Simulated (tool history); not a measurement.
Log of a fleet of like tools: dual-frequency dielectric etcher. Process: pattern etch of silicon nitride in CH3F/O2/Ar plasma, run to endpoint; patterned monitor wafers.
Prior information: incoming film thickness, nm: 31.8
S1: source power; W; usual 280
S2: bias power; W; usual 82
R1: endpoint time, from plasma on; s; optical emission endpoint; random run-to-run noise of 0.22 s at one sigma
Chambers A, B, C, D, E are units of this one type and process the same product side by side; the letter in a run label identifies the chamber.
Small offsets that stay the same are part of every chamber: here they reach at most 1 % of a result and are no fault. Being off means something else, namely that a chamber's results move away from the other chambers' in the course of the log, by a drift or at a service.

{"run": "1D", "hour": 3.5, "S1": 280, "S2": 82, "R1": 50.817}
{"run": "2C", "hour": 6.1, "S1": 280, "S2": 82, "R1": 50.585}
{"run": "3E", "hour": 8.1, "S1": 280, "S2": 82, "R1": 50.761}
{"hour": 10.3, "done": "chamber D: wet clean of the chamber"}
{"run": "4B", "hour": 10.6, "S1": 280, "S2": 82, "R1": 50.012}
{"run": "5A", "hour": 12.6, "S1": 280, "S2": 82, "R1": 49.749}
{"run": "6C", "hour": 15.6, "S1": 320, "S2": 98, "R1": 45.023}
{"run": "7D", "hour": 19.6, "S1": 320, "S2": 98, "R1": 45.321}
{"run": "8A", "hour": 23.8, "S1": 320, "S2": 98, "R1": 44.304}
{"run": "9E", "hour": 27.9, "S1": 320, "S2": 98, "R1": 45.288}
{"run": "10B", "hour": 32.1, "S1": 320, "S2": 98, "R1": 44.69}
{"run": "11E", "hour": 36.2, "S1": 280, "S2": 82, "R1": 50.442}
{"run": "12A", "hour": 38.6, "S1": 330, "S2": 102, "R1": 43.307}
{"run": "13C", "hour": 40.9, "S1": 330, "S2": 102, "R1": 43.655}
{"run": "14B", "hour": 44.9, "S1": 330, "S2": 102, "R1": 43.769}
{"run": "15D", "hour": 48.7, "S1": 330, "S2": 102, "R1": 43.873}
{"run": "16C", "hour": 51.7, "S1": 330, "S2": 102, "R1": 43.825}
{"hour": 53.9, "done": "chamber A: wet clean of the chamber"}
{"run": "17B", "hour": 55.0, "S1": 230, "S2": 95, "R1": 51.105}
{"run": "18D", "hour": 57.2, "S1": 230, "S2": 95, "R1": 51.438}
{"hour": 57.5, "done": "chamber B: wet clean of the chamber"}
{"run": "19A", "hour": 60.9, "S1": 230, "S2": 95, "R1": 50.53}
{"run": "20E", "hour": 63.8, "S1": 230, "S2": 95, "R1": 51.502}
{"run": "21E", "hour": 66.1, "S1": 230, "S2": 95, "R1": 51.402}
{"run": "22B", "hour": 69.4, "S1": 280, "S2": 82, "R1": 51.71}
{"run": "23A", "hour": 72.3, "S1": 280, "S2": 82, "R1": 49.995}
{"run": "24C", "hour": 74.5, "S1": 280, "S2": 82, "R1": 50.441}
{"run": "25D", "hour": 77.5, "S1": 280, "S2": 82, "R1": 50.564}
{"run": "26B", "hour": 80.7, "S1": 280, "S2": 82, "R1": 52.275}
{"run": "27E", "hour": 83.6, "S1": 280, "S2": 82, "R1": 50.565}
{"run": "28D", "hour": 85.5, "S1": 280, "S2": 82, "R1": 50.381}
{"hour": 87.2, "done": "chamber C: wet clean of the chamber"}
{"run": "29C", "hour": 89.6, "S1": 230, "S2": 101, "R1": 50.154}
{"run": "30A", "hour": 91.8, "S1": 230, "S2": 101, "R1": 49.611}
{"run": "31A", "hour": 93.8, "S1": 230, "S2": 101, "R1": 49.513}
{"run": "32E", "hour": 97.6, "S1": 230, "S2": 101, "R1": 50.359}
{"run": "33B", "hour": 100.3, "S1": 230, "S2": 101, "R1": 51.618}
{"run": "34C", "hour": 103.4, "S1": 280, "S2": 82, "R1": 50.212}
{"run": "35D", "hour": 106.6, "S1": 280, "S2": 82, "R1": 50.292}
{"run": "36A", "hour": 109.0, "S1": 280, "S2": 82, "R1": 49.628}
{"run": "37E", "hour": 112.7, "S1": 280, "S2": 82, "R1": 50.431}
{"run": "38C", "hour": 115.8, "S1": 280, "S2": 82, "R1": 50.608}

The same settings go to every chamber for the next run, one line per chamber below. Forecast the results for each:
{"run": "39A", "hour": 118.8, "S1": 280, "S2": 82, "R1": "?"}
{"run": "39B", "hour": 118.8, "S1": 280, "S2": 82, "R1": "?"}
{"run": "39C", "hour": 118.8, "S1": 280, "S2": 82, "R1": "?"}
{"run": "39D", "hour": 118.8, "S1": 280, "S2": 82, "R1": "?"}
{"run": "39E", "hour": 118.8, "S1": 280, "S2": 82, "R1": "?"}

run=39A R1=50.125
run=39B R1=51.840
run=39C R1=50.037
run=39D R1=50.519
run=39E R1=50.873
